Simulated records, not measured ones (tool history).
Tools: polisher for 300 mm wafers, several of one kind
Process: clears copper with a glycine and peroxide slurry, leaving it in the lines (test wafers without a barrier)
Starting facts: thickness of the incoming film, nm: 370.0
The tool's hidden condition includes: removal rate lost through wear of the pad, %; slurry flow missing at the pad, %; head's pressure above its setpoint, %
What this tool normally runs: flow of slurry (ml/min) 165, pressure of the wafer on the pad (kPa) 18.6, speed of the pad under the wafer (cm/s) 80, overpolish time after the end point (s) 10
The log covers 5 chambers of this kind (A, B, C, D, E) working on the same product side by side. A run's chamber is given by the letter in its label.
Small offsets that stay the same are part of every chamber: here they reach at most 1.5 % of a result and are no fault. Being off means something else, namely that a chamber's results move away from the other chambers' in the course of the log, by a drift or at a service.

run,hour,flow of slurry (ml/min),pressure of the wafer on the pad (kPa),speed of the pad under the wafer (cm/s),overpolish time after the end point (s),wafers polished on this pad,hours since the slurry nozzle was cleaned,hours since the head pressure was calibrated,time until the end point was called (s),dishing of a wide line in a test structure (angstrom)
1E,9.0,165,18.6,80,10,367,14.5,985.3,72.535,270.03
2D,17.6,165,18.6,80,10,701,35.1,1053.3,73.009,280.05
3A,24.5,165,18.6,80,10,478,197.9,56.3,74.254,273.41
4C,33.0,165,18.6,80,10,1026,135.2,434.9,73.029,275.97
5B,40.9,165,18.6,80,10,378,312.3,572.1,72.689,280.54
6D,47.8,165,18.6,80,10,917,65.3,1083.5,72.836,276.74
7A,58.5,165,18.6,80,10,721,231.9,90.3,72.966,276.25
# hour 60.8: chamber D: worn pad replaced by a new one
8E,68.2,165,18.6,80,10,791,73.7,1044.5,74.592,265.40
# hour 71.9: chamber A: worn pad replaced by a new one
9B,78.1,165,18.6,80,10,644,349.5,609.3,72.705,284.74
# hour 81.9: chamber C: worn pad replaced by a new one
10C,83.2,165,18.6,80,10,9,185.4,485.1,74.344,273.25
# hour 86.2: chamber E: head pressure recalibrated
11A,92.1,165,18.6,80,10,145,265.5,123.9,74.881,263.58
# hour 93.0: chamber B: worn pad replaced by a new one
12D,100.9,165,18.6,80,10,287,118.4,1136.6,71.935,267.48
13C,109.0,165,18.6,80,10,194,211.2,510.9,73.110,261.92
# hour 114.1: chamber D: head pressure recalibrated
# hour 115.0: chamber C: slurry nozzle cleaned
14E,118.6,165,21.4,58,10,1151,124.1,32.5,87.534,250.04
15B,128.2,165,21.4,58,10,252,399.6,659.4,84.965,257.87
16D,134.3,165,21.4,58,10,526,151.8,20.2,85.211,254.05
17B,142.2,165,21.4,58,10,352,413.6,673.4,85.202,251.40
18C,147.0,165,21.4,58,10,465,32.0,548.9,83.478,258.26
19A,156.3,165,18.6,80,10,604,329.7,188.1,72.804,266.53
# hour 162.4: chamber A: worn pad replaced by a new one
20E,166.8,165,18.6,80,10,1496,172.3,80.7,77.904,268.91
21C,174.5,165,18.6,80,10,662,59.5,576.4,73.787,272.21
22D,185.1,165,18.6,80,10,889,202.6,71.0,73.831,284.97
# hour 194.8: chamber D: worn pad replaced by a new one
23B,194.9,165,18.6,80,10,729,466.3,726.1,72.838,285.64
24E,204.5,165,18.6,80,10,1766,210.0,118.4,79.635,251.13
25A,209.6,165,18.6,80,10,338,383.0,241.4,73.346,267.11
# hour 212.1: chamber B: worn pad replaced by a new one
# hour 213.5: chamber E: slurry nozzle cleaned
26B,216.9,165,18.6,80,10,34,488.3,748.1,71.950,273.51
27A,224.0,165,18.6,80,10,441,397.4,255.8,71.783,267.21
28D,232.4,165,14.5,80,10,269,249.9,118.3,88.491,243.18
29E,240.4,165,14.5,80,10,2023,26.9,154.3,97.830,229.18
# hour 249.0: chamber A: worn pad replaced by a new one
30C,249.6,165,14.5,80,10,1200,134.6,651.5,88.562,242.31
31E,258.4,165,14.5,80,10,2152,44.9,172.3,97.763,228.60
# hour 261.5: chamber B: slurry nozzle cleaned
32C,263.7,165,14.5,80,10,1300,148.7,665.6,88.502,240.80
33B,272.8,165,18.6,80,10,434,11.4,804.0,72.967,268.09
34D,281.4,165,18.6,80,10,619,298.9,167.3,73.034,271.00
35A,288.0,165,18.6,80,10,279,461.4,319.8,73.747,284.47
# hour 295.8: chamber C: worn pad replaced by a new one
36B,298.3,165,18.6,80,10,617,36.9,829.5,72.848,280.26
37C,304.0,165,18.6,80,10,59,189.0,705.9,73.799,271.90
38E,309.0,165,18.6,80,10,2514,95.5,222.9,83.555,248.69
39A,318.4,165,18.6,80,10,496,491.8,350.2,74.398,270.41

One chamber off, gauge drift, or nothing amiss beyond the chambers' own small offsets? If it is a chamber, which one, and what is the likeliest cause?

Chamber E drifts away from the others.
Likeliest cause: removal rate lost through wear of the pad, % = 12.3.

Below are 4 candidate recipes for chamber E's next run, each the usual settings with a change, their results shown as question marks. Which of them brings E's results back in line with what the other chambers give on the usual settings?
In-line tolerance around the mean of the other chambers on the usual settings: time until the end point was called (s) 2.300; dishing of a wide line in a test structure (angstrom) 21.00
40E-1,326.3,170,20.0,88,10,,,,?,?
40E-2,326.3,160,16.5,68,10,,,,?,?
40E-3,326.3,170,21.4,92,10,,,,?,?
40E-4,326.3,160,17.2,74,10,,,,?,?

Average result of the remaining chambers running the usual settings: time until the end point was called (s) 73.435; dishing of a wide line in a test structure (angstrom) 273.16
run,time until the end point was called (s),dishing of a wide line in a test structure (angstrom)
40E-1,73.389,275.46
40E-2,105.090,218.19
40E-3,66.947,290.80
40E-4,95.623,232.65
Change 40E-1 lands the chamber within the allowed miss of the other chambers.
